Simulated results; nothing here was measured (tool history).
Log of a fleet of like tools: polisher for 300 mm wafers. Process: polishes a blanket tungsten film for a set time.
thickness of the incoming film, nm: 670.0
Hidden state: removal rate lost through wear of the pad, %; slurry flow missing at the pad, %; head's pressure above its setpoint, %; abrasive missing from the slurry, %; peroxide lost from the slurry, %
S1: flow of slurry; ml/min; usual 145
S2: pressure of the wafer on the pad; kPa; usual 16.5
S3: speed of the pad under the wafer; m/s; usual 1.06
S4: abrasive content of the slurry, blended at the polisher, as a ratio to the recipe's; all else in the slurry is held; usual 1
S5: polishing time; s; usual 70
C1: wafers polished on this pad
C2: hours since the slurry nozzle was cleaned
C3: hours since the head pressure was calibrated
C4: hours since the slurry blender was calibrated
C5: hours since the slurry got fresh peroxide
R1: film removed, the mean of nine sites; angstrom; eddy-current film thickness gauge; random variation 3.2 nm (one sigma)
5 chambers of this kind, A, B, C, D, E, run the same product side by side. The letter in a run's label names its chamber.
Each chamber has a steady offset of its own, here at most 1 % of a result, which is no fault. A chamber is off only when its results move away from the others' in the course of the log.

At day 0.229: chamber D: slurry tank refilled with fresh slurry and peroxide.
Run 1A, day 0.262: usual settings; C1 778; C2 596.3; C3 744; C4 175.1; C5 39.9. Result: R1 2581.9 angstrom.
Run 2E, day 0.512: usual settings; C1 1047; C2 534.8; C3 754.7; C4 134.8; C5 14.8. Result: R1 2588.5 angstrom.
At day 0.854: chamber A: worn pad replaced by a new one.
Run 3C, day 0.912: usual settings; C1 1187; C2 63.4; C3 521.2; C4 205.6; C5 22.3. Result: R1 2621.4 angstrom.
Run 4D, day 1.325: usual settings; C1 518; C2 213.6; C3 1157.9; C4 172.4; C5 26.4. Result: R1 2585.7 angstrom.
At day 1.388: chamber B: slurry tank refilled with fresh slurry and peroxide.
Run 5B, day 1.554: usual settings; C1 985; C2 564.1; C3 136.7; C4 133.7; C5 4.1. Result: R1 2560.2 angstrom.
At day 1.883: chamber C: worn pad replaced by a new one.
At day 1.912: chamber B: worn pad replaced by a new one.
Run 6E, day 1.912: usual settings; C1 1490; C2 568.4; C3 788.3; C4 168.4; C5 48.4. Result: R1 2559.9 angstrom.
Run 7C, day 2.279: usual settings; C1 126; C2 96.2; C3 554; C4 238.4; C5 55.1. Result: R1 2597.1 angstrom.
At day 2.508: chamber C: slurry blender recalibrated.
At day 2.667: chamber D: slurry blender recalibrated.
Run 8D, day 2.704: usual settings; C1 955; C2 246.7; C3 1191; C4 1; C5 59.5. Result: R1 2599.2 angstrom.
Run 9A, day 3.062: usual settings; C1 699; C2 663.5; C3 811.2; C4 242.3; C5 107.1. Result: R1 2607.5 angstrom.
At day 3.133: chamber E: slurry tank refilled with fresh slurry and peroxide.
At day 3.275: chamber D: slurry tank refilled with fresh slurry and peroxide.
Run 10B, day 3.312: usual settings; C1 443; C2 606.3; C3 178.9; C4 175.9; C5 46.3. Result: R1 2513.7 angstrom.
At day 3.425: chamber A: worn pad replaced by a new one.
Run 11C, day 3.642: usual settings; C1 557; C2 128.9; C3 586.7; C4 27.2; C5 87.8. Result: R1 2590.4 angstrom.
At day 4.042: chamber A: slurry blender recalibrated.
Run 12D, day 4.046: usual settings; C1 1379; C2 278.9; C3 1223.2; C4 33.2; C5 18.6. Result: R1 2566.7 angstrom.
Run 13A, day 4.292: usual settings; C1 274; C2 693; C3 840.7; C4 6; C5 136.6. Result: R1 2552 angstrom.
At day 4.296: chamber D: worn pad replaced by a new one.
At day 4.496: chamber B: slurry tank refilled with fresh slurry and peroxide.
Run 14E, day 4.662: usual settings; C1 2361; C2 634.4; C3 854.3; C4 234.4; C5 36.7. Result: R1 2550.7 angstrom.
At day 4.817: chamber A: slurry nozzle cleaned.
Run 15B, day 5.108: usual settings; C1 1012; C2 649.4; C3 222; C4 219; C5 14.8. Result: R1 2523.3 angstrom.
Run 16B, day 5.588: usual settings; C1 1163; C2 660.9; C3 233.5; C4 230.5; C5 26.3. Result: R1 2619 angstrom.
At day 5.675: chamber D: head pressure recalibrated.
At day 5.708: chamber B: worn pad replaced by a new one.
At day 5.854: chamber D: slurry tank refilled with fresh slurry and peroxide.
At day 5.908: chamber A: slurry tank refilled with fresh slurry and peroxide.
Run 17C, day 5.942: usual settings; C1 1286; C2 184.1; C3 641.9; C4 82.4; C5 143. Result: R1 2576.9 angstrom.
At day 6.112: chamber C: worn pad replaced by a new one.
Run 18D, day 6.175: usual settings; C1 595; C2 330; C3 12.1; C4 84.3; C5 7.8. Result: R1 2571.1 angstrom.
Run 19A, day 6.4: usual settings but S3 1.18 m/s; C1 942; C2 38; C3 891.3; C4 56.6; C5 11.8. Result: R1 2853.5 angstrom.
At day 6.408: chamber A: worn pad replaced by a new one.
At day 6.421: chamber E: slurry tank refilled with fresh slurry and peroxide.
Run 20E, day 6.771: usual settings but S3 1.18 m/s; C1 3028; C2 685; C3 904.9; C4 285; C5 8.5. Result: R1 2773.3 angstrom.
Run 21A, day 7: usual settings but S3 1.18 m/s; C1 187; C2 52.4; C3 905.7; C4 71; C5 26.2. Result: R1 2923.2 angstrom.
At day 7.021: chamber B: slurry tank refilled with fresh slurry and peroxide.
At day 7.079: chamber C: slurry tank refilled with fresh slurry and peroxide.
Run 22B, day 7.25: usual settings but S3 1.18 m/s; C1 489; C2 700.8; C3 273.4; C4 270.4; C5 5.6. Result: R1 2800.3 angstrom.
Run 23E, day 7.612: usual settings but S3 1.18 m/s; C1 3295; C2 705.2; C3 925.1; C4 305.2; C5 28.7. Result: R1 2779.7 angstrom.
At day 7.958: chamber C: head pressure recalibrated.
Run 24D, day 8.012: usual settings but S2 21.4 kPa, S4 0.9; C1 1177; C2 374.1; C3 56.2; C4 128.4; C5 51.9. Result: R1 3299.7 angstrom.
At day 8.104: chamber D: worn pad replaced by a new one.
Run 25C, day 8.442: usual settings but S2 21.4 kPa, S4 0.9; C1 737; C2 244.1; C3 11.7; C4 142.4; C5 32.7. Result: R1 3274.6 angstrom.
At day 8.588: chamber D: slurry tank refilled with fresh slurry and peroxide.
Run 26C, day 8.829: usual settings but S2 21.4 kPa, S4 0.9; C1 860; C2 253.4; C3 21; C4 151.7; C5 42. Result: R1 3309.7 angstrom.
Run 27A, day 9.292: usual settings but S2 21.4 kPa, S4 0.9; C1 913; C2 107.4; C3 960.7; C4 126; C5 81.2. Result: R1 3155.8 angstrom.
At day 9.392: chamber A: worn pad replaced by a new one.
At day 9.4: chamber B: slurry tank refilled with fresh slurry and peroxide.
At day 9.642: chamber D: slurry blender recalibrated.
At day 9.662: chamber B: worn pad replaced by a new one.
Run 28E, day 9.717: usual settings but S2 21.4 kPa, S4 0.9; C1 3961; C2 755.7; C3 975.6; C4 355.7; C5 79.2. Result: R1 3085.5 angstrom.
At day 9.858: chamber E: slurry tank refilled with fresh slurry and peroxide.
At day 10.017: chamber B: slurry nozzle cleaned.
At day 10.125: chamber E: slurry nozzle cleaned.
Run 29D, day 10.179: usual settings but S2 11.7 kPa, S4 1.2; C1 657; C2 426.1; C3 108.2; C4 12.9; C5 38.3. Result: R1 1878.4 angstrom.
Run 30B, day 10.554: usual settings but S2 11.7 kPa, S4 1.2; C1 282; C2 12.9; C3 352.7; C4 349.7; C5 27.7. Result: R1 1901.5 angstrom.
Run 31C, day 10.779: usual settings but S2 11.7 kPa, S4 1.2; C1 1477; C2 300.2; C3 67.8; C4 198.5; C5 88.8. Result: R1 1931.3 angstrom.
At day 10.817: chamber C: worn pad replaced by a new one.
Run 32A, day 11.146: usual settings but S2 11.7 kPa, S4 1.2; C1 556; C2 151.9; C3 1005.2; C4 170.5; C5 125.7. Result: R1 1954.6 angstrom.
At day 11.354: chamber D: slurry tank refilled with fresh slurry and peroxide.
Run 33D, day 11.429: usual settings but S2 11.7 kPa, S4 1.2; C1 1053; C2 456.1; C3 138.2; C4 42.9; C5 1.9. Result: R1 1932.2 angstrom.
At day 11.817: chamber D: worn pad replaced by a new one.
Run 34E, day 11.929: usual settings; C1 4661; C2 43.3; C3 1028.7; C4 408.8; C5 49.8. Result: R1 2468.3 angstrom.
At day 12.025: chamber C: slurry blender recalibrated.
At day 12.179: chamber A: worn pad replaced by a new one.
Run 35B, day 12.329: usual settings; C1 844; C2 55.5; C3 395.3; C4 392.3; C5 70.3. Result: R1 2550.6 angstrom.
At day 12.488: chamber B: slurry tank refilled with fresh slurry and peroxide.
Run 36A, day 12.608: usual settings; C1 135; C2 187; C3 1040.3; C4 205.6; C5 160.8. Result: R1 2525.4 angstrom.
Run 37B, day 12.971: usual settings but S1 170 ml/min, S3 1.34 m/s; C1 1047; C2 70.9; C3 410.7; C4 407.7; C5 11.6. Result: R1 3314 angstrom.
Run 38C, day 13.296: usual settings but S1 170 ml/min, S3 1.34 m/s; C1 786; C2 360.6; C3 128.2; C4 30.6; C5 149.2. Result: R1 3376.9 angstrom.
Run 39D, day 13.742: usual settings but S1 170 ml/min, S3 1.34 m/s; C1 609; C2 511.6; C3 193.7; C4 98.4; C5 57.4. Result: R1 3351.6 angstrom.

What goes on in this fleet: one chamber off, a drifting gauge, or nothing beyond the chambers' own small offsets? Name the chamber and the cause, if any.

Chamber E drifts away from the others.
Cause: removal rate lost through wear of the pad, % = 7.76.
The log may not tell that from: head's pressure below its setpoint, %; abrasive missing from the slurry, %.

Here are 4 candidates for chamber E's next run, each the usual settings with a change, their results left as question marks. Which one brings its results back in line with what the others give on the usual settings?
In line means no further than this from the other chambers' mean on the usual settings: R1 110 angstrom
Run 40E-1, day 14.104: usual settings but S3 1.1 m/s, S5 73 s. Result: R1 ?.
Run 40E-2, day 14.104: usual settings but S2 15.9 kPa, S3 1.02 m/s. Result: R1 ?.
Run 40E-3, day 14.104: usual settings but S2 17.2 kPa, S3 1.12 m/s, S5 74 s. Result: R1 ?.
Run 40E-4, day 14.104: usual settings but S2 15.9 kPa, S3 1 m/s, S5 66 s. Result: R1 ?.

The other chambers' mean on the usual settings: R1 2577 angstrom
  run      R1
40E-1  2543.4
40E-2  2168.7
40E-3    2735
40E-4  2005.3
40E-1 brings the chamber back in line.
